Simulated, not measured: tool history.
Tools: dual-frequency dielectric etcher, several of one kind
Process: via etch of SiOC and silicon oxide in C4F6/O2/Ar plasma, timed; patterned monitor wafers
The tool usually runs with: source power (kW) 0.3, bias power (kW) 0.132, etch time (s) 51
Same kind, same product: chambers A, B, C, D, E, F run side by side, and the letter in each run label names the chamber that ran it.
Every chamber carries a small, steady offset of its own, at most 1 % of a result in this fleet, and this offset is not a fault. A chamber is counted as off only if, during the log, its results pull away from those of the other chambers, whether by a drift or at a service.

run,hour,source power (kW),bias power (kW),etch time (s),hours since the last wet clean,hours since the last source power generator calibration,hours since the last bias power generator calibration,"read-back reference wafer on the same gauge, depth_nm",mean etch depth across the wafer (Å)
1C,14.8,0.3,0.132,51,480.5,903.6,2974.7,44.902,469.2
2B,29,0.3,0.132,51,412.3,1906.2,389.8,44.878,473.52
3E,41.2,0.3,0.132,51,262.9,1609.7,799.3,44.912,466.61
4F,53.3,0.3,0.132,51,348.6,1624,516.3,44.901,470.93
5D,63,0.3,0.132,51,568.7,816.7,1664.3,44.879,463.92
6A,76.1,0.3,0.132,51,314.8,917.8,460.8,44.846,468.88
7B,83.2,0.3,0.132,51,466.5,1960.4,444,44.895,470.69
8F,91.4,0.3,0.132,51,386.7,1662.1,554.4,44.899,470.41
9D,105.6,0.3,0.132,51,611.3,859.3,1706.9,44.917,462.78
# hour 114.3: chamber B: wet clean of the chamber
10A,118.2,0.3,0.132,51,356.9,959.9,502.9,44.883,467.06
11C,127.1,0.3,0.132,51,592.8,1015.9,3087,44.899,468.09
# hour 127.5: chamber D: wet clean of the chamber
# hour 132.7: chamber C: wet clean of the chamber
12E,134.9,0.36,0.132,63.5,356.6,1703.4,893,44.882,628.62
13C,146.1,0.36,0.132,63.5,13.5,1034.9,3106,44.917,623.89
14E,158.9,0.36,0.132,63.5,380.6,1727.4,917,44.91,626
15F,170.3,0.36,0.132,63.5,465.6,1741,633.3,44.892,626.57
16B,182.6,0.36,0.132,63.5,68.3,2059.8,543.4,44.903,626.32
17D,189.7,0.36,0.132,63.5,62.3,943.4,1791,44.891,622.58
18A,202.4,0.3,0.132,51,441.1,1044.1,587.1,44.862,465.9
19D,214.8,0.3,0.132,51,87.4,968.5,1816.1,44.902,462.74
# hour 225.2: chamber F: wet clean of the chamber
20A,227.2,0.3,0.132,51,465.9,1068.9,611.9,44.896,472.28
21C,236,0.3,0.132,51,103.4,1124.8,3195.9,44.903,471.15
22E,243.4,0.3,0.145,51,465.1,1811.9,1001.5,44.865,489.3
23B,257.6,0.3,0.145,51,143.3,2134.8,618.4,44.882,485.83
24F,264.5,0.3,0.145,51,39.3,1835.2,727.5,44.878,483.55
# hour 265.4: chamber D: bias power generator calibrated
# hour 268.7: chamber A: wet clean of the chamber
25F,278,0.3,0.145,51,52.8,1848.7,741,44.911,480.9
26B,286.2,0.3,0.145,51,171.9,2163.4,647,44.857,485.06
27A,300,0.3,0.145,51,31.4,1141.7,684.7,44.872,482.75
# hour 304.6: chamber C: bias power generator calibrated
28E,311.3,0.3,0.132,51,533,1879.8,1069.4,44.918,476.52
29D,320.8,0.3,0.132,51,193.4,1074.5,55.4,44.888,466.24
30C,329.2,0.3,0.132,51,196.6,1218,24.6,44.942,468.89
31B,335.8,0.3,0.108,65,221.5,2213,696.6,44.857,566.15
32D,346.5,0.3,0.108,65,219.1,1100.2,81.1,44.933,552.52
# hour 349.6: chamber F: source power generator calibrated
33C,361.3,0.3,0.108,65,228.7,1250.1,56.7,44.902,559.62
34E,373.6,0.3,0.108,65,595.3,1942.1,1131.7,44.895,579.96
35F,387.1,0.3,0.108,65,161.9,37.6,850.1,44.906,560.07
36A,401.4,0.3,0.108,65,132.8,1243.1,786.1,44.867,565.46
37A,412.9,0.3,0.132,51,144.3,1254.6,797.6,44.909,466.94
38E,427.8,0.34,0.157,51,649.5,1996.3,1185.9,44.889,530.27
39C,436.5,0.34,0.157,51,303.9,1325.3,131.9,44.935,516.5
40B,448.3,0.34,0.157,51,334,2325.5,809.1,44.911,524.72
41F,458,0.34,0.157,51,232.8,108.5,921,44.879,520.38
42D,469.2,0.34,0.157,51,341.8,1222.9,203.8,44.895,512.67
43C,478.3,0.34,0.157,51,345.7,1367.1,173.7,44.892,522.55

The same settings go to every chamber for the next run, one line per chamber below. Forecast the results for each:
44A,489.2,0.3,0.132,51,,,,,?
44B,489.2,0.3,0.132,51,,,,,?
44C,489.2,0.3,0.132,51,,,,,?
44D,489.2,0.3,0.132,51,,,,,?
44E,489.2,0.3,0.132,51,,,,,?
44F,489.2,0.3,0.132,51,,,,,?

run,mean etch depth across the wafer (Å)
44A,466.98
44B,476.66
44C,468.48
44D,461.1
44E,488.42
44F,468.91
